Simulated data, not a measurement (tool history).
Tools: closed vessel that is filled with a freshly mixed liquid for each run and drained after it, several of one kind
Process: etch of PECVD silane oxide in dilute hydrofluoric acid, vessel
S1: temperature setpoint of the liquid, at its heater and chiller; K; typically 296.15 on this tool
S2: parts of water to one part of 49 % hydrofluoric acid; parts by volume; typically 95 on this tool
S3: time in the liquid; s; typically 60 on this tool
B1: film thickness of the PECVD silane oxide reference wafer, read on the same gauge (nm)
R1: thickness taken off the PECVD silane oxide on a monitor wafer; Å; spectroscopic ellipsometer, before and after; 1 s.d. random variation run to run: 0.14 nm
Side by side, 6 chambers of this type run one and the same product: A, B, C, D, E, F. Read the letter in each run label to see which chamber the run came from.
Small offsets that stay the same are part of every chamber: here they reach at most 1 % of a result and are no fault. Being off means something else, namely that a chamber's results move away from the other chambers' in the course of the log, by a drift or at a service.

run   hour      S1   S2  S3      B1      R1
 1B    6.9  296.15   95  60  130.01  203.10
 2E   10.3  296.15   95  60  130.02  200.18
 3D   14.6  296.15   95  60  129.99  205.55
 4F   19.0  296.15   95  60  130.00  198.26
 5A   24.2  296.15   95  60  130.01  202.67
 6C   27.2  296.15  115  45  130.00  124.98
 7D   30.5  296.15  115  45  130.01  120.75
 8C   35.5  296.15  115  45  130.02  123.29
 9A   40.9  296.15  115  45  130.03  123.09
10F   43.9  296.15  115  45  130.00  121.05
11B   50.0  296.15  115  45  129.98  123.92
12E   56.3  296.15   95  60  129.97  200.78
13B   60.9  293.65  120  60  129.97  140.33
14E   64.4  293.65  120  60  129.97  140.70
15D   68.8  293.65  120  60  130.03  140.22
16A   73.9  293.65  120  60  129.99  139.41
17F   78.3  293.65  120  60  130.03  140.34
18C   81.8  293.65  120  60  130.02  142.92
19F   87.4  293.65   95  60  129.94  185.57
20B   90.6  293.65   95  60  130.00  185.04
21C   95.1  293.65   95  60  129.99  186.42
22D  100.7  293.65   95  60  130.02  183.94
23A  105.8  293.65   95  60  129.98  184.87
24E  110.5  293.65   95  60  129.98  183.51
25A  114.9  296.15   95  35  130.01  119.05
26D  121.7  296.15   95  35  130.00  116.48
27C  126.6  296.15   95  35  130.01  118.48
28E  133.2  296.15   95  35  130.01  118.02
29B  139.8  296.15   95  35  130.01  118.21
30F  145.2  296.15   95  35  129.98  124.09
31F  151.4  296.15   95  60  130.00  215.05
32D  158.1  296.15   95  60  129.98  202.90
33B  161.7  300.65   95  60  130.02  245.00
34E  166.3  300.65   95  60  130.01  242.14
35C  173.2  300.65   95  60  129.98  243.84
36A  177.0  300.65   95  60  130.02  240.60
     179.7  -- chamber C: thermometer replaced
37E  181.6  300.65   95  60  130.00  239.92
38D  184.8  300.65   95  60  130.02  241.12
39A  189.1  296.15   95  60  129.99  199.10
40F  192.6  296.15   95  60  129.99  219.14
41C  199.2  296.15   95  60  130.01  206.48

Read the log: is a single chamber off, either drifting away or since a service, is the gauge that measures every chamber drifting, or is nothing wrong beyond small per-chamber offsets? Name any odd chamber and what most likely caused it.

Little by little, chamber F moves away from the other chambers.
Likeliest cause: hydrofluoric acid flow above the setpoint (%) = 9.74.
With only this log, it may be confused with: liquid hotter than its thermometer reads (K).

Here are 4 candidates for chamber F's next run, each the usual settings with a change, their results left as question marks. Which one brings its results back in line with what the others give on the usual settings?
Counts as in line when no further than this from what the other chambers average on the usual settings: R1 5.10 Å
42F-1  204.1  296.15   95  55       ?
42F-2  204.1  298.65   95  60       ?
42F-3  204.1  295.65  100  55       ?
42F-4  204.1  300.15   95  60       ?

The mean the other chambers reach with the usual settings: R1 203.17 Å
  run      R1
42F-1  203.17
42F-2  244.61
42F-3  188.34
42F-4  259.24
The answer is 42F-1, which returns the chamber to within the allowed miss of the others.
